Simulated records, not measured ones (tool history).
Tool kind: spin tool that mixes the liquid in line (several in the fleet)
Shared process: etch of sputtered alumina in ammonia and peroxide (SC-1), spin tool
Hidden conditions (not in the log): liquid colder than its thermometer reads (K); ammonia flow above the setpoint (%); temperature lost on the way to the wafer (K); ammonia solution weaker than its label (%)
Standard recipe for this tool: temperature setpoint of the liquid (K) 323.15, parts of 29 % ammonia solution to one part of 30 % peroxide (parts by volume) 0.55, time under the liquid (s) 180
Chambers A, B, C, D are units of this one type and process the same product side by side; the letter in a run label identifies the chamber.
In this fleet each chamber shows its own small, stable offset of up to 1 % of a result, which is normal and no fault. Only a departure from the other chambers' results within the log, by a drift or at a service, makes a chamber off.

run	hour	temperature setpoint of the liquid (K)	parts of 29 % ammonia solution to one part of 30 % peroxide (parts by volume)	time under the liquid (s)	hours since the thermometer was replaced	hours since the ammonia flow meter was replaced	hours since the heated supply line was repaired	hours since the drum of ammonia solution was connected	read-back film thickness of the sputtered alumina reference wafer, read on the same gauge (nm)	thickness taken off the sputtered alumina on a monitor wafer (angstrom)
1D	3.9	323.15	0.55	180	82.6	75.7	1173.7	99.8	49.99	94.481
2B	10.1	323.15	0.55	180	255.4	443.7	194.1	932.8	49.981	94.387
3C	15	323.15	0.55	180	1486.2	1608.8	890.3	384.3	49.99	95.321
4A	18.7	323.15	0.55	180	1622.6	91.1	662.8	461.9	49.986	94.094
5A	22.7	323.15	0.55	180	1626.6	95.1	666.8	465.9	49.995	94.166
6B	27	327.15	0.55	180	272.3	460.6	211	949.7	49.953	117.48
7D	30.1	327.15	0.55	180	108.8	101.9	1199.9	126	49.989	118.71
8C	35.6	327.15	0.55	180	1506.8	1629.4	910.9	404.9	50.015	119.38
9A	39.3	327.15	0.55	180	1643.2	111.7	683.4	482.5	50.024	118.17
10C	45.2	323.15	0.7	105	1516.4	1639	920.5	414.5	50.013	56.775
11D	50.1	323.15	0.7	105	128.8	121.9	1219.9	146	50.008	56.357
12B	57	323.15	0.7	105	302.3	490.6	241	979.7	50.014	57.106
13B	63.6	323.15	0.7	105	308.9	497.2	247.6	986.3	50.016	56.652
14C	68.7	323.15	0.55	180	1539.9	1662.5	944	438	50.002	94.381
15A	74.1	327.15	0.55	275	1678	146.5	718.2	517.3	50.002	178.66
16D	80.3	327.15	0.55	275	159	152.1	1250.1	176.2	50.001	179.34
# hour 85.7: chamber A: new drum of ammonia solution connected
17A	86.7	327.15	0.55	275	1690.6	159.1	730.8	1	49.965	180.1
18C	93.3	327.15	0.55	275	1564.5	1687.1	968.6	462.6	50.023	174.06
19D	99.8	323.15	0.55	180	178.5	171.6	1269.6	195.7	49.976	94.235
20B	103.5	323.15	0.55	180	348.8	537.1	287.5	1026.2	50.002	93.889
# hour 106.5: chamber B: new drum of ammonia solution connected
21C	106.8	323.15	0.55	180	1578	1700.6	982.1	476.1	49.983	92.09
22D	111.2	323.15	0.55	140	189.9	183	1281	207.1	49.974	74.08
# hour 113: chamber A: heated supply line repaired
23A	116.6	323.15	0.55	140	1720.5	189	3.7	30.9	50.006	73.564
24B	119.9	323.15	0.55	140	365.2	553.5	303.9	13.5	50.011	74.185
25A	123.8	323.15	0.55	140	1727.7	196.2	10.9	38.1	49.972	73.86
26C	130.8	323.15	0.55	180	1602	1724.6	1006.1	500.1	49.961	90.528
27B	137.9	323.15	0.55	180	383.2	571.5	321.9	31.5	49.99	95.518

The same settings go to every chamber for the next run, one line per chamber below. Forecast the results for each:
28A	143	323.15	0.8	180						?
28B	143	323.15	0.8	180						?
28C	143	323.15	0.8	180						?
28D	143	323.15	0.8	180						?

run	thickness taken off the sputtered alumina on a monitor wafer (angstrom)
28A	98.238
28B	99.169
28C	93.036
28D	97.855
